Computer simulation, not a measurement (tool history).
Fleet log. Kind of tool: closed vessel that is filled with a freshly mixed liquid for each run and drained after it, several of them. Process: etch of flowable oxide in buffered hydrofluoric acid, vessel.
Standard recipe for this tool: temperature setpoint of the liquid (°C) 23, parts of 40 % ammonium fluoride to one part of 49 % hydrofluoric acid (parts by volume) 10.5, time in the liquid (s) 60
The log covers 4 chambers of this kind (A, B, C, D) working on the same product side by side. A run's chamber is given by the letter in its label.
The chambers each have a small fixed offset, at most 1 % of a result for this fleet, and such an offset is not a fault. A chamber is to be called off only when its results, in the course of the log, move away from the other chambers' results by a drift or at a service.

| run | hour | temperature setpoint of the liquid (°C) | parts of 40 % ammonium fluoride to one part of 49 % hydrofluoric acid (parts by volume) | time in the liquid (s) | hours since the thermometer was replaced | hours since the hydrofluoric acid flow meter was replaced | read-back film thickness of the flowable oxide reference wafer, read on the same gauge (nm) | thickness taken off the flowable oxide on a monitor wafer (Å) |
|---|---|---|---|---|---|---|---|---|
| 1D | 3.4 | 23 | 10.5 | 60 | 1659.6 | 1235.8 | 149.99 | 1438.5 |
| 2B | 8.9 | 23 | 10.5 | 60 | 1186.6 | 130.6 | 150.01 | 1429.8 |
|  | 9.9 | chamber D: hydrofluoric acid flow meter replaced |
| 3A | 13.5 | 23 | 10.5 | 60 | 1977.7 | 430.3 | 150.01 | 1424.5 |
| 4C | 17.3 | 23 | 10.5 | 60 | 1107.5 | 1013.8 | 150.02 | 1431.9 |
| 5C | 20.3 | 23 | 10.5 | 60 | 1110.5 | 1016.8 | 150.03 | 1440.4 |
| 6B | 26.3 | 23 | 7.5 | 50 | 1204 | 148 | 150 | 1619.3 |
| 7A | 32.3 | 23 | 7.5 | 50 | 1996.5 | 449.1 | 150.01 | 1603.2 |
| 8D | 37.2 | 23 | 7.5 | 50 | 1693.4 | 27.3 | 150.03 | 1624.8 |
| 9A | 40.6 | 23 | 7.5 | 50 | 2004.8 | 457.4 | 149.99 | 1598.9 |
| 10C | 45.5 | 23 | 10.5 | 60 | 1135.7 | 1042 | 150.01 | 1440 |
| 11D | 49.5 | 23 | 10.5 | 60 | 1705.7 | 39.6 | 150.02 | 1438.9 |
| 12B | 55.6 | 20 | 8 | 60 | 1233.3 | 177.3 | 149.98 | 1548.5 |
| 13B | 61.1 | 20 | 8 | 60 | 1238.8 | 182.8 | 150.03 | 1556.1 |
| 14A | 66.9 | 20 | 8 | 60 | 2031.1 | 483.7 | 149.98 | 1495.9 |
| 15D | 72.6 | 20 | 8 | 60 | 1728.8 | 62.7 | 149.99 | 1543.3 |
| 16C | 76 | 23 | 10.5 | 60 | 1166.2 | 1072.5 | 150.06 | 1429.6 |
| 17A | 82.4 | 23 | 10.5 | 60 | 2046.6 | 499.2 | 150.02 | 1365.6 |
| 18C | 87.2 | 23 | 10.5 | 60 | 1177.4 | 1083.7 | 150 | 1443.9 |
| 19D | 93 | 23 | 10.5 | 60 | 1749.2 | 83.1 | 150.05 | 1444.6 |
| 20B | 96.7 | 23 | 10.5 | 60 | 1274.4 | 218.4 | 150 | 1430.7 |
| 21A | 100.3 | 23 | 10.5 | 60 | 2064.5 | 517.1 | 150.01 | 1350.6 |
| 22B | 105.5 | 23 | 10.5 | 60 | 1283.2 | 227.2 | 149.99 | 1429.1 |
| 23D | 110.7 | 23 | 10.5 | 60 | 1766.9 | 100.8 | 150.01 | 1428.3 |
| 24C | 116.9 | 23 | 10.5 | 40 | 1207.1 | 1113.4 | 150 | 961.3 |

All 4 chambers run these settings next. Forecast each chamber's results:
| 25A | 121.6 | 23 | 8 | 60 |  |  |  | ? |
| 25B | 121.6 | 23 | 8 | 60 |  |  |  | ? |
| 25C | 121.6 | 23 | 8 | 60 |  |  |  | ? |
| 25D | 121.6 | 23 | 8 | 60 |  |  |  | ? |

| run | thickness taken off the flowable oxide on a monitor wafer (Å) |
|---|---|
| 25A | 1703.1 |
| 25B | 1818.6 |
| 25C | 1842.6 |
| 25D | 1816.7 |
